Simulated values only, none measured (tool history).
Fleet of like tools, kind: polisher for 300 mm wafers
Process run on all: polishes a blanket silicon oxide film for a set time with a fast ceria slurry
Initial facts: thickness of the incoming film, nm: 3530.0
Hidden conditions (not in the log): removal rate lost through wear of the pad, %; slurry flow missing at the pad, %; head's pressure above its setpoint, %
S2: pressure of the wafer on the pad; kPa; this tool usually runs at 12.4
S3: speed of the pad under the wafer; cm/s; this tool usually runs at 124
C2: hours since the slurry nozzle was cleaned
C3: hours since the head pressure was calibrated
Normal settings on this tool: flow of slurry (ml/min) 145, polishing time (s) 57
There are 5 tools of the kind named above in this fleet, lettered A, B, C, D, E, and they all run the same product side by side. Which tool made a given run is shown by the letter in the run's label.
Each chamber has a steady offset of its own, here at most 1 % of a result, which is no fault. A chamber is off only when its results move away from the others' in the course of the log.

run 1B hour=2.8 | flow_of_slurry_(ml/min)=145 S2=12.4 S3=124 polishing_time_(s)=57 | wafers_polished_on_this_pad=1266 C2=103.5 C3=176 | film_removed_(Å)=8040.8
run 2A hour=4.7 | flow_of_slurry_(ml/min)=145 S2=12.4 S3=124 polishing_time_(s)=57 | wafers_polished_on_this_pad=1244 C2=100.7 C3=981.7 | film_removed_(Å)=8010.6
-- hour=6.4 chamber B: worn pad replaced by a new one
run 3E hour=7.7 | flow_of_slurry_(ml/min)=145 S2=12.4 S3=124 polishing_time_(s)=57 | wafers_polished_on_this_pad=711 C2=795.8 C3=199.1 | film_removed_(Å)=8006.4
run 4D hour=11.7 | flow_of_slurry_(ml/min)=145 S2=12.4 S3=124 polishing_time_(s)=57 | wafers_polished_on_this_pad=441 C2=251.3 C3=305.9 | film_removed_(Å)=8157.7
run 5C hour=15.7 | flow_of_slurry_(ml/min)=145 S2=12.4 S3=124 polishing_time_(s)=57 | wafers_polished_on_this_pad=896 C2=451.3 C3=428.4 | film_removed_(Å)=8112
-- hour=17.8 chamber A: worn pad replaced by a new one
run 6B hour=19.9 | flow_of_slurry_(ml/min)=145 S2=12.4 S3=124 polishing_time_(s)=57 | wafers_polished_on_this_pad=135 C2=120.6 C3=193.1 | film_removed_(Å)=8074.6
run 7E hour=22.6 | flow_of_slurry_(ml/min)=145 S2=12.4 S3=124 polishing_time_(s)=57 | wafers_polished_on_this_pad=861 C2=810.7 C3=214 | film_removed_(Å)=8115.1
-- hour=24.3 chamber E: worn pad replaced by a new one
run 8D hour=25.8 | flow_of_slurry_(ml/min)=165 S2=15.2 S3=124 polishing_time_(s)=57 | wafers_polished_on_this_pad=582 C2=265.4 C3=320 | film_removed_(Å)=10062
run 9A hour=27.9 | flow_of_slurry_(ml/min)=165 S2=15.2 S3=124 polishing_time_(s)=57 | wafers_polished_on_this_pad=101 C2=123.9 C3=1004.9 | film_removed_(Å)=10073
run 10C hour=30 | flow_of_slurry_(ml/min)=165 S2=15.2 S3=124 polishing_time_(s)=57 | wafers_polished_on_this_pad=1039 C2=465.6 C3=442.7 | film_removed_(Å)=10100
run 11A hour=31.9 | flow_of_slurry_(ml/min)=165 S2=15.2 S3=124 polishing_time_(s)=57 | wafers_polished_on_this_pad=141 C2=127.9 C3=1008.9 | film_removed_(Å)=10026
run 12D hour=36.2 | flow_of_slurry_(ml/min)=165 S2=15.2 S3=124 polishing_time_(s)=57 | wafers_polished_on_this_pad=686 C2=275.8 C3=330.4 | film_removed_(Å)=9971.8
-- hour=37.2 chamber D: worn pad replaced by a new one
run 13E hour=39.2 | flow_of_slurry_(ml/min)=145 S2=12.4 S3=124 polishing_time_(s)=57 | wafers_polished_on_this_pad=149 C2=827.3 C3=230.6 | film_removed_(Å)=8009.2
run 14C hour=42.4 | flow_of_slurry_(ml/min)=145 S2=12.4 S3=124 polishing_time_(s)=57 | wafers_polished_on_this_pad=1163 C2=478 C3=455.1 | film_removed_(Å)=7971.3
run 15B hour=45.4 | flow_of_slurry_(ml/min)=145 S2=12.4 S3=124 polishing_time_(s)=57 | wafers_polished_on_this_pad=390 C2=146.1 C3=218.6 | film_removed_(Å)=8007.6
run 16A hour=49.5 | flow_of_slurry_(ml/min)=175 S2=9.7 S3=124 polishing_time_(s)=57 | wafers_polished_on_this_pad=317 C2=145.5 C3=1026.5 | film_removed_(Å)=6547.6
run 17C hour=51.8 | flow_of_slurry_(ml/min)=175 S2=9.7 S3=124 polishing_time_(s)=57 | wafers_polished_on_this_pad=1257 C2=487.4 C3=464.5 | film_removed_(Å)=6410.5
run 18B hour=53.8 | flow_of_slurry_(ml/min)=175 S2=9.7 S3=124 polishing_time_(s)=57 | wafers_polished_on_this_pad=475 C2=154.5 C3=227 | film_removed_(Å)=6425.6
run 19D hour=57.9 | flow_of_slurry_(ml/min)=175 S2=9.7 S3=124 polishing_time_(s)=57 | wafers_polished_on_this_pad=207 C2=297.5 C3=352.1 | film_removed_(Å)=6303.6
run 20E hour=59.8 | flow_of_slurry_(ml/min)=175 S2=9.7 S3=124 polishing_time_(s)=57 | wafers_polished_on_this_pad=355 C2=847.9 C3=251.2 | film_removed_(Å)=6474.9
run 21B hour=62.3 | flow_of_slurry_(ml/min)=145 S2=12.4 S3=124 polishing_time_(s)=57 | wafers_polished_on_this_pad=560 C2=163 C3=235.5 | film_removed_(Å)=8021
run 22A hour=66.4 | flow_of_slurry_(ml/min)=145 S2=12.4 S3=124 polishing_time_(s)=57 | wafers_polished_on_this_pad=487 C2=162.4 C3=1043.4 | film_removed_(Å)=8052.1
run 23D hour=68.5 | flow_of_slurry_(ml/min)=145 S2=12.4 S3=124 polishing_time_(s)=57 | wafers_polished_on_this_pad=313 C2=308.1 C3=362.7 | film_removed_(Å)=7826.9
run 24E hour=70.7 | flow_of_slurry_(ml/min)=145 S2=12.4 S3=124 polishing_time_(s)=57 | wafers_polished_on_this_pad=464 C2=858.8 C3=262.1 | film_removed_(Å)=8036.7
run 25C hour=73 | flow_of_slurry_(ml/min)=145 S2=12.4 S3=124 polishing_time_(s)=57 | wafers_polished_on_this_pad=1470 C2=508.6 C3=485.7 | film_removed_(Å)=8051
run 26E hour=76.4 | flow_of_slurry_(ml/min)=145 S2=12.4 S3=124 polishing_time_(s)=57 | wafers_polished_on_this_pad=522 C2=864.5 C3=267.8 | film_removed_(Å)=8036.9
run 27B hour=79.4 | flow_of_slurry_(ml/min)=145 S2=12.4 S3=124 polishing_time_(s)=57 | wafers_polished_on_this_pad=731 C2=180.1 C3=252.6 | film_removed_(Å)=8018.7
run 28A hour=82.4 | flow_of_slurry_(ml/min)=145 S2=12.4 S3=124 polishing_time_(s)=57 | wafers_polished_on_this_pad=647 C2=178.4 C3=1059.4 | film_removed_(Å)=8068
-- hour=85.3 chamber C: worn pad replaced by a new one
run 29C hour=85.6 | flow_of_slurry_(ml/min)=145 S2=12.4 S3=124 polishing_time_(s)=57 | wafers_polished_on_this_pad=3 C2=521.2 C3=498.3 | film_removed_(Å)=8033.8
run 30D hour=87.8 | flow_of_slurry_(ml/min)=145 S2=12.4 S3=124 polishing_time_(s)=57 | wafers_polished_on_this_pad=507 C2=327.4 C3=382 | film_removed_(Å)=7812.3
run 31D hour=90.8 | flow_of_slurry_(ml/min)=145 S2=12.4 S3=124 polishing_time_(s)=57 | wafers_polished_on_this_pad=537 C2=330.4 C3=385 | film_removed_(Å)=7715.2
run 32C hour=93.3 | flow_of_slurry_(ml/min)=145 S2=12.4 S3=124 polishing_time_(s)=57 | wafers_polished_on_this_pad=80 C2=528.9 C3=506 | film_removed_(Å)=7990.1
-- hour=95.9 chamber D: worn pad replaced by a new one
run 33A hour=96.3 | flow_of_slurry_(ml/min)=145 S2=14.5 S3=124 polishing_time_(s)=64 | wafers_polished_on_this_pad=786 C2=192.3 C3=1073.3 | film_removed_(Å)=10570
-- hour=99 chamber E: slurry nozzle cleaned
run 34B hour=99.2 | flow_of_slurry_(ml/min)=145 S2=14.5 S3=124 polishing_time_(s)=64 | wafers_polished_on_this_pad=929 C2=199.9 C3=272.4 | film_removed_(Å)=10537
run 35E hour=102.9 | flow_of_slurry_(ml/min)=145 S2=14.5 S3=124 polishing_time_(s)=64 | wafers_polished_on_this_pad=787 C2=3.9 C3=294.3 | film_removed_(Å)=10567
run 36B hour=105.6 | flow_of_slurry_(ml/min)=145 S2=14.5 S3=124 polishing_time_(s)=64 | wafers_polished_on_this_pad=993 C2=206.3 C3=278.8 | film_removed_(Å)=10645
run 37C hour=109.6 | flow_of_slurry_(ml/min)=145 S2=14.5 S3=124 polishing_time_(s)=64 | wafers_polished_on_this_pad=244 C2=545.2 C3=522.3 | film_removed_(Å)=10575
-- hour=110.2 chamber E: worn pad replaced by a new one
run 38E hour=112 | flow_of_slurry_(ml/min)=170 S2=12.4 S3=124 polishing_time_(s)=57 | wafers_polished_on_this_pad=18 C2=13 C3=303.4 | film_removed_(Å)=8183.9
run 39A hour=116.2 | flow_of_slurry_(ml/min)=170 S2=12.4 S3=124 polishing_time_(s)=57 | wafers_polished_on_this_pad=986 C2=212.2 C3=1093.2 | film_removed_(Å)=8293.2
run 40D hour=120.3 | flow_of_slurry_(ml/min)=170 S2=12.4 S3=124 polishing_time_(s)=57 | wafers_polished_on_this_pad=244 C2=359.9 C3=414.5 | film_removed_(Å)=7834
run 41E hour=122.5 | flow_of_slurry_(ml/min)=170 S2=12.4 S3=124 polishing_time_(s)=57 | wafers_polished_on_this_pad=123 C2=23.5 C3=313.9 | film_removed_(Å)=8317.7
-- hour=125.1 chamber B: worn pad replaced by a new one
run 42D hour=126.2 | flow_of_slurry_(ml/min)=170 S2=12.4 S3=124 polishing_time_(s)=57 | wafers_polished_on_this_pad=304 C2=365.8 C3=420.4 | film_removed_(Å)=7844.8
run 43C hour=129.1 | flow_of_slurry_(ml/min)=145 S2=12.4 S3=124 polishing_time_(s)=57 | wafers_polished_on_this_pad=439 C2=564.7 C3=541.8 | film_removed_(Å)=8019.5
run 44B hour=132.5 | flow_of_slurry_(ml/min)=145 S2=12.4 S3=124 polishing_time_(s)=57 | wafers_polished_on_this_pad=74 C2=233.2 C3=305.7 | film_removed_(Å)=8053.4

All 5 chambers run these settings next. Forecast each chamber's results:
run 45A hour=135.5 | flow_of_slurry_(ml/min)=145 S2=12.4 S3=124 polishing_time_(s)=57 | film_removed_(Å)=?
run 45B hour=135.5 | flow_of_slurry_(ml/min)=145 S2=12.4 S3=124 polishing_time_(s)=57 | film_removed_(Å)=?
run 45C hour=135.5 | flow_of_slurry_(ml/min)=145 S2=12.4 S3=124 polishing_time_(s)=57 | film_removed_(Å)=?
run 45D hour=135.5 | flow_of_slurry_(ml/min)=145 S2=12.4 S3=124 polishing_time_(s)=57 | film_removed_(Å)=?
run 45E hour=135.5 | flow_of_slurry_(ml/min)=145 S2=12.4 S3=124 polishing_time_(s)=57 | film_removed_(Å)=?

run=45A film_removed_(Å)=8102.3
run=45B film_removed_(Å)=8152.5
run=45C film_removed_(Å)=7996
run=45D film_removed_(Å)=7397.8
run=45E film_removed_(Å)=8105.7
